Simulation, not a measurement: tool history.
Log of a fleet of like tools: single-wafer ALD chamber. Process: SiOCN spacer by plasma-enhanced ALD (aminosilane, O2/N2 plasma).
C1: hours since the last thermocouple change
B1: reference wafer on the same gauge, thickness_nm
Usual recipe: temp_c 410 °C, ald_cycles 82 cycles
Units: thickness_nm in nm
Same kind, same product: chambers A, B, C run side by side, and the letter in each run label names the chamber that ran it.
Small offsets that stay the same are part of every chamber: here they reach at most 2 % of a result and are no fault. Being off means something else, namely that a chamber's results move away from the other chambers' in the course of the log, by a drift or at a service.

run 1C hour=6.9 | temp_c=410 ald_cycles=82 | C1=203.0 | B1=4.3049 | thickness_nm=4.8615
run 2B hour=13.3 | temp_c=410 ald_cycles=82 | C1=505.4 | B1=4.3079 | thickness_nm=4.7909
run 3A hour=20.6 | temp_c=410 ald_cycles=82 | C1=460.9 | B1=4.3186 | thickness_nm=4.7306
run 4A hour=27.4 | temp_c=410 ald_cycles=82 | C1=467.7 | B1=4.3095 | thickness_nm=4.7607
run 5C hour=36.5 | temp_c=410 ald_cycles=82 | C1=232.6 | B1=4.3106 | thickness_nm=4.7738
run 6B hour=43.7 | temp_c=410 ald_cycles=82 | C1=535.8 | B1=4.3111 | thickness_nm=4.7953
run 7A hour=51.8 | temp_c=415 ald_cycles=82 | C1=492.1 | B1=4.3120 | thickness_nm=4.6286
run 8C hour=58.6 | temp_c=415 ald_cycles=82 | C1=254.7 | B1=4.3142 | thickness_nm=4.7255
run 9B hour=66.2 | temp_c=415 ald_cycles=82 | C1=558.3 | B1=4.3016 | thickness_nm=4.7870
run 10B hour=76.9 | temp_c=410 ald_cycles=82 | C1=569.0 | B1=4.3094 | thickness_nm=4.8049
run 11A hour=87.7 | temp_c=410 ald_cycles=82 | C1=528.0 | B1=4.3136 | thickness_nm=4.7091
run 12C hour=96.2 | temp_c=410 ald_cycles=82 | C1=292.3 | B1=4.3145 | thickness_nm=4.8331
run 13C hour=107.4 | temp_c=410 ald_cycles=82 | C1=303.5 | B1=4.3126 | thickness_nm=4.7943
run 14B hour=116.1 | temp_c=410 ald_cycles=82 | C1=608.2 | B1=4.3100 | thickness_nm=4.8173
run 15A hour=125.8 | temp_c=410 ald_cycles=82 | C1=566.1 | B1=4.3083 | thickness_nm=4.7099
run 16C hour=133.9 | temp_c=410 ald_cycles=82 | C1=330.0 | B1=4.3056 | thickness_nm=4.7799
run 17A hour=145.8 | temp_c=415 ald_cycles=73 | C1=586.1 | B1=4.3101 | thickness_nm=4.1096
run 18B hour=154.5 | temp_c=415 ald_cycles=73 | C1=646.6 | B1=4.3128 | thickness_nm=4.2305
run 19B hour=161.4 | temp_c=415 ald_cycles=73 | C1=653.5 | B1=4.3048 | thickness_nm=4.2452
run 20A hour=168.8 | temp_c=410 ald_cycles=82 | C1=609.1 | B1=4.3053 | thickness_nm=4.7424
run 21C hour=179.3 | temp_c=410 ald_cycles=82 | C1=375.4 | B1=4.3130 | thickness_nm=4.7874
run 22B hour=191.0 | temp_c=410 ald_cycles=82 | C1=683.1 | B1=4.3097 | thickness_nm=4.8395
run 23A hour=196.9 | temp_c=410 ald_cycles=82 | C1=637.2 | B1=4.3088 | thickness_nm=4.7260

Next, all 3 chambers run the settings below, one line each with question marks for the results. What does each chamber give?
run 24A hour=206.0 | temp_c=410 ald_cycles=82 | thickness_nm=?
run 24B hour=206.0 | temp_c=410 ald_cycles=82 | thickness_nm=?
run 24C hour=206.0 | temp_c=410 ald_cycles=82 | thickness_nm=?

run=24A thickness_nm=4.6983
run=24B thickness_nm=4.7898
run=24C thickness_nm=4.7970

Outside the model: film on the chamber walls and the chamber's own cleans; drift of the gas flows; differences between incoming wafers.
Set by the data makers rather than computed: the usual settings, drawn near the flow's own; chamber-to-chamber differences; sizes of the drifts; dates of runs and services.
